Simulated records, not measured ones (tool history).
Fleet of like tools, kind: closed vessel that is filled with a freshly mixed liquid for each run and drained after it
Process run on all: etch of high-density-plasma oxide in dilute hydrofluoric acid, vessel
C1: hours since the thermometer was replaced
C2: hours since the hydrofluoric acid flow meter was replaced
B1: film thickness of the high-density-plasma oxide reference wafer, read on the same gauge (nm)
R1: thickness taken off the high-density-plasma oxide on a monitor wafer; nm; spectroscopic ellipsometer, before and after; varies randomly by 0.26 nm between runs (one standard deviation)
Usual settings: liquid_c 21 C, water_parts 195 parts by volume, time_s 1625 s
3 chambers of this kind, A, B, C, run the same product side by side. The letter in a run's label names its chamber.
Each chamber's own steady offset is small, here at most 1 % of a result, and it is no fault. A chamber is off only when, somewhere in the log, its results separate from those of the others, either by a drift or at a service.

{"run": "1B", "hour": 4.3, "liquid_c": 21, "water_parts": 195, "time_s": 1625, "C1": 574.6, "C2": 591.9, "B1": 150.02, "R1": 58.172}
{"run": "2A", "hour": 8.7, "liquid_c": 21, "water_parts": 195, "time_s": 1625, "C1": 247.9, "C2": 1274.8, "B1": 150, "R1": 57.758}
{"run": "3C", "hour": 15.5, "liquid_c": 21, "water_parts": 195, "time_s": 1625, "C1": 1061.8, "C2": 129.8, "B1": 150.01, "R1": 58.286}
{"run": "4C", "hour": 22.1, "liquid_c": 21, "water_parts": 195, "time_s": 1625, "C1": 1068.4, "C2": 136.4, "B1": 150, "R1": 58.311}
{"run": "5A", "hour": 29.1, "liquid_c": 21, "water_parts": 195, "time_s": 1625, "C1": 268.3, "C2": 1295.2, "B1": 149.98, "R1": 58.059}
{"run": "6B", "hour": 35.6, "liquid_c": 21, "water_parts": 195, "time_s": 1625, "C1": 605.9, "C2": 623.2, "B1": 149.99, "R1": 57.951}
{"run": "7B", "hour": 39.4, "liquid_c": 21, "water_parts": 195, "time_s": 1625, "C1": 609.7, "C2": 627, "B1": 150.02, "R1": 57.863}
{"run": "8C", "hour": 44.8, "liquid_c": 21, "water_parts": 195, "time_s": 1625, "C1": 1091.1, "C2": 159.1, "B1": 150.01, "R1": 58.448}
{"run": "9A", "hour": 49.5, "liquid_c": 21, "water_parts": 195, "time_s": 1625, "C1": 288.7, "C2": 1315.6, "B1": 150.01, "R1": 57.915}
{"run": "10B", "hour": 56.5, "liquid_c": 21, "water_parts": 195, "time_s": 1625, "C1": 626.8, "C2": 644.1, "B1": 150, "R1": 57.234}
{"run": "11C", "hour": 62.9, "liquid_c": 18.5, "water_parts": 195, "time_s": 2065, "C1": 1109.2, "C2": 177.2, "B1": 150.01, "R1": 66.83}
{"run": "12A", "hour": 68.0, "liquid_c": 18.5, "water_parts": 195, "time_s": 2065, "C1": 307.2, "C2": 1334.1, "B1": 150, "R1": 66.506}
{"run": "13A", "hour": 71.4, "liquid_c": 18.5, "water_parts": 195, "time_s": 2065, "C1": 310.6, "C2": 1337.5, "B1": 149.99, "R1": 66.349}
{"run": "14C", "hour": 75.6, "liquid_c": 21, "water_parts": 245, "time_s": 1625, "C1": 1121.9, "C2": 189.9, "B1": 150.01, "R1": 43.821}
{"run": "15B", "hour": 81.3, "liquid_c": 21, "water_parts": 245, "time_s": 1625, "C1": 651.6, "C2": 668.9, "B1": 150.03, "R1": 42.874}
{"run": "16A", "hour": 84.7, "liquid_c": 21, "water_parts": 245, "time_s": 1625, "C1": 323.9, "C2": 1350.8, "B1": 150, "R1": 43.6}
{"run": "17C", "hour": 88.6, "liquid_c": 21, "water_parts": 195, "time_s": 1625, "C1": 1134.9, "C2": 202.9, "B1": 149.99, "R1": 58.704}
{"run": "18B", "hour": 92.6, "liquid_c": 21, "water_parts": 195, "time_s": 1625, "C1": 662.9, "C2": 680.2, "B1": 150, "R1": 56.644}
{"run": "19A", "hour": 99.1, "liquid_c": 21, "water_parts": 195, "time_s": 1625, "C1": 338.3, "C2": 1365.2, "B1": 150.01, "R1": 58.413}
{"run": "20C", "hour": 106.3, "liquid_c": 21, "water_parts": 195, "time_s": 1625, "C1": 1152.6, "C2": 220.6, "B1": 150.01, "R1": 58.511}
{"run": "21B", "hour": 112.4, "liquid_c": 21, "water_parts": 195, "time_s": 1625, "C1": 682.7, "C2": 700, "B1": 149.99, "R1": 56.026}
{"run": "22B", "hour": 118.2, "liquid_c": 21, "water_parts": 265, "time_s": 2090, "C1": 688.5, "C2": 705.8, "B1": 150.02, "R1": 49.089}
{"run": "23C", "hour": 122.6, "liquid_c": 21, "water_parts": 265, "time_s": 2090, "C1": 1168.9, "C2": 236.9, "B1": 149.99, "R1": 51.567}
{"run": "24A", "hour": 126.2, "liquid_c": 21, "water_parts": 265, "time_s": 2090, "C1": 365.4, "C2": 1392.3, "B1": 150, "R1": 50.64}
{"run": "25C", "hour": 133.0, "liquid_c": 25.5, "water_parts": 195, "time_s": 2520, "C1": 1179.3, "C2": 247.3, "B1": 150, "R1": 106.67}
{"run": "26B", "hour": 139.4, "liquid_c": 25.5, "water_parts": 195, "time_s": 2520, "C1": 709.7, "C2": 727, "B1": 150.01, "R1": 101.98}
{"run": "27A", "hour": 144.3, "liquid_c": 25.5, "water_parts": 195, "time_s": 2520, "C1": 383.5, "C2": 1410.4, "B1": 149.97, "R1": 106.17}
{"run": "28A", "hour": 150.3, "liquid_c": 21, "water_parts": 195, "time_s": 1625, "C1": 389.5, "C2": 1416.4, "B1": 150.01, "R1": 57.923}
{"run": "29B", "hour": 153.7, "liquid_c": 21, "water_parts": 195, "time_s": 1625, "C1": 724, "C2": 741.3, "B1": 149.99, "R1": 55.457}
{"run": "30C", "hour": 159.1, "liquid_c": 21, "water_parts": 195, "time_s": 1625, "C1": 1205.4, "C2": 273.4, "B1": 149.98, "R1": 58.704}
{"run": "31C", "hour": 165.1, "liquid_c": 21, "water_parts": 195, "time_s": 1625, "C1": 1211.4, "C2": 279.4, "B1": 149.99, "R1": 59.104}

All chambers now run identical settings, listed one chamber a line with results as question marks. What results will each chamber show?
{"run": "32A", "hour": 170.5, "liquid_c": 21, "water_parts": 195, "time_s": 1625, "R1": "?"}
{"run": "32B", "hour": 170.5, "liquid_c": 21, "water_parts": 195, "time_s": 1625, "R1": "?"}
{"run": "32C", "hour": 170.5, "liquid_c": 21, "water_parts": 195, "time_s": 1625, "R1": "?"}

run=32A R1=57.438
run=32B R1=54.599
run=32C R1=58.404
